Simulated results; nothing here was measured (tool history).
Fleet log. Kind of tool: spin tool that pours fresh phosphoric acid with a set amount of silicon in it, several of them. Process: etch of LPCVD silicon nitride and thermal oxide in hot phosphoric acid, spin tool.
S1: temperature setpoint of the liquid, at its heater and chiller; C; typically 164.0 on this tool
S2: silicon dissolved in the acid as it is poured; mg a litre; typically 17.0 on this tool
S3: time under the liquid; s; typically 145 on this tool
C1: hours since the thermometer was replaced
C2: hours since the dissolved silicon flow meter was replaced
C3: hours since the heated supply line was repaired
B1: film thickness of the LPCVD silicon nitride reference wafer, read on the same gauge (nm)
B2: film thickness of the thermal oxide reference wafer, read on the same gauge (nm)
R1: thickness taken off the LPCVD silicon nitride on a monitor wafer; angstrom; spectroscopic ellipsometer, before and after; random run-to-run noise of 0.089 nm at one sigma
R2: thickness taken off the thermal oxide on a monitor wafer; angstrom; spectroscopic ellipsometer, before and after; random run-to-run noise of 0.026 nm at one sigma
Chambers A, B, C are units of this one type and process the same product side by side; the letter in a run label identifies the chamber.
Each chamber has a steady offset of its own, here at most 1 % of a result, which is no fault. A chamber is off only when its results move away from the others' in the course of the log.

run 1B day=0.267 | S1=164.0 S2=17.0 S3=145 | C1=417.9 C2=976.5 C3=386.4 | B1=110.02 B2=119.96 | R1=126.07 R2=3.3451
run 2A day=0.525 | S1=164.0 S2=17.0 S3=145 | C1=645.4 C2=384.4 C3=962.1 | B1=110.02 B2=120.00 | R1=127.25 R2=3.7867
run 3C day=0.688 | S1=164.0 S2=17.0 S3=145 | C1=910.0 C2=795.6 C3=1205.4 | B1=110.02 B2=120.04 | R1=127.22 R2=3.7367
run 4A day=0.900 | S1=164.0 S2=17.0 S3=145 | C1=654.4 C2=393.4 C3=971.1 | B1=109.99 B2=120.01 | R1=127.72 R2=3.2274
run 5C day=1.192 | S1=164.0 S2=17.0 S3=145 | C1=922.1 C2=807.7 C3=1217.5 | B1=110.01 B2=119.99 | R1=126.89 R2=3.1875
run 6B day=1.358 | S1=161.5 S2=17.0 S3=195 | C1=444.1 C2=1002.7 C3=412.6 | B1=109.99 B2=119.95 | R1=156.38 R2=3.9049
run 7A day=1.508 | S1=161.5 S2=17.0 S3=195 | C1=669.0 C2=408.0 C3=985.7 | B1=109.95 B2=119.95 | R1=155.79 R2=4.1657
run 8C day=1.688 | S1=161.5 S2=17.0 S3=195 | C1=934.0 C2=819.6 C3=1229.4 | B1=110.01 B2=119.98 | R1=157.66 R2=4.1932
run 9B day=1.838 | S1=164.0 S2=17.0 S3=145 | C1=455.6 C2=1014.2 C3=424.1 | B1=110.06 B2=120.01 | R1=126.26 R2=3.1251
run 10C day=2.092 | S1=162.0 S2=17.0 S3=195 | C1=943.7 C2=829.3 C3=1239.1 | B1=110.02 B2=120.03 | R1=162.61 R2=3.8798
run 11A day=2.329 | S1=162.0 S2=17.0 S3=195 | C1=688.7 C2=427.7 C3=1005.4 | B1=109.99 B2=120.02 | R1=157.98 R2=3.9188
run 12B day=2.538 | S1=162.0 S2=17.0 S3=195 | C1=472.4 C2=1031.0 C3=440.9 | B1=109.98 B2=120.01 | R1=158.22 R2=4.0202
run 13B day=2.800 | S1=164.0 S2=17.0 S3=145 | C1=478.7 C2=1037.3 C3=447.2 | B1=109.99 B2=119.97 | R1=125.53 R2=3.4286
run 14A day=3.096 | S1=164.0 S2=17.0 S3=145 | C1=707.1 C2=446.1 C3=1023.8 | B1=109.94 B2=119.99 | R1=124.65 R2=3.8488
run 15C day=3.346 | S1=164.0 S2=17.0 S3=145 | C1=973.8 C2=859.4 C3=1269.2 | B1=110.01 B2=120.00 | R1=126.26 R2=3.5703
run 16A day=3.500 | S1=162.0 S2=24.5 S3=145 | C1=716.8 C2=455.8 C3=1033.5 | B1=109.96 B2=120.04 | R1=118.44 R2=2.4181
run 17B day=3.733 | S1=162.0 S2=24.5 S3=145 | C1=501.1 C2=1059.7 C3=469.6 | B1=109.99 B2=119.98 | R1=115.49 R2=2.6289
run 18C day=4.046 | S1=162.0 S2=24.5 S3=145 | C1=990.6 C2=876.2 C3=1286.0 | B1=109.99 B2=120.04 | R1=119.30 R2=2.4280
run 19C day=4.217 | S1=164.0 S2=17.0 S3=145 | C1=994.7 C2=880.3 C3=1290.1 | B1=110.00 B2=119.99 | R1=126.19 R2=3.9142
run 20A day=4.417 | S1=164.0 S2=17.0 S3=145 | C1=738.8 C2=477.8 C3=1055.5 | B1=110.00 B2=119.98 | R1=127.54 R2=3.6127
run 21B day=4.750 | S1=164.0 S2=26.5 S3=145 | C1=525.5 C2=1084.1 C3=494.0 | B1=110.00 B2=120.01 | R1=122.54 R2=2.7594
run 22A day=4.942 | S1=164.0 S2=26.5 S3=145 | C1=751.4 C2=490.4 C3=1068.1 | B1=110.02 B2=119.97 | R1=126.01 R2=2.7651
run 23C day=5.117 | S1=164.0 S2=26.5 S3=145 | C1=1016.3 C2=901.9 C3=1311.7 | B1=110.00 B2=120.01 | R1=126.88 R2=2.8346
run 24B day=5.354 | S1=164.0 S2=17.0 S3=145 | C1=540.0 C2=1098.6 C3=508.5 | B1=109.98 B2=120.00 | R1=123.30 R2=3.7939
run 25C day=5.688 | S1=164.0 S2=17.0 S3=145 | C1=1030.0 C2=915.6 C3=1325.4 | B1=109.98 B2=120.02 | R1=127.84 R2=3.8486
run 26B day=5.867 | S1=164.0 S2=12.0 S3=145 | C1=552.3 C2=1110.9 C3=520.8 | B1=109.99 B2=120.05 | R1=122.49 R2=3.7875
run 27A day=6.121 | S1=164.0 S2=12.0 S3=145 | C1=779.7 C2=518.7 C3=1096.4 | B1=110.03 B2=119.99 | R1=125.52 R2=4.0764
run 28C day=6.433 | S1=164.0 S2=12.0 S3=145 | C1=1047.9 C2=933.5 C3=1343.3 | B1=110.04 B2=119.97 | R1=127.94 R2=3.9126
run 29A day=6.679 | S1=164.0 S2=17.0 S3=145 | C1=793.1 C2=532.1 C3=1109.8 | B1=109.96 B2=119.97 | R1=125.70 R2=3.7110

Decide between three cases: one chamber stands off from its peers, the gauge reading all wafers drifts, or nothing is wrong past each chamber's small offset. Where a chamber is off, say which and what most likely put it there.

Little by little, chamber B moves away from the other chambers.
Most likely cause: temperature lost on the way to the wafer (K) = 1.14.
The log might look much the same if the cause were instead: liquid colder than its thermometer reads (K).

Which of the 4 candidates below, each the usual settings with something changed and its results left as question marks, puts chamber B back in line with what the other chambers give on the usual settings?
Maximum distance from the other chambers' mean on the usual settings for a result to count as in line: R1 3.10 angstrom; R2 0.9000 angstrom
run 30B-1 day=6.921 | S1=164.5 S2=14.0 S3=155 | R1=? R2=?
run 30B-2 day=6.921 | S1=164.0 S2=15.5 S3=150 | R1=? R2=?
run 30B-3 day=6.921 | S1=164.0 S2=18.5 S3=140 | R1=? R2=?
run 30B-4 day=6.921 | S1=163.5 S2=20.0 S3=135 | R1=? R2=?

The other chambers' mean on the usual settings: R1 126.69 angstrom; R2 3.5844 angstrom
run=30B-1 R1=132.31 R2=3.8168
run=30B-2 R1=125.94 R2=3.4309
run=30B-3 R1=117.54 R2=2.9590
run=30B-4 R1=111.44 R2=2.6357
30B-2 is the one that brings the chamber's results back in line with the other chambers.

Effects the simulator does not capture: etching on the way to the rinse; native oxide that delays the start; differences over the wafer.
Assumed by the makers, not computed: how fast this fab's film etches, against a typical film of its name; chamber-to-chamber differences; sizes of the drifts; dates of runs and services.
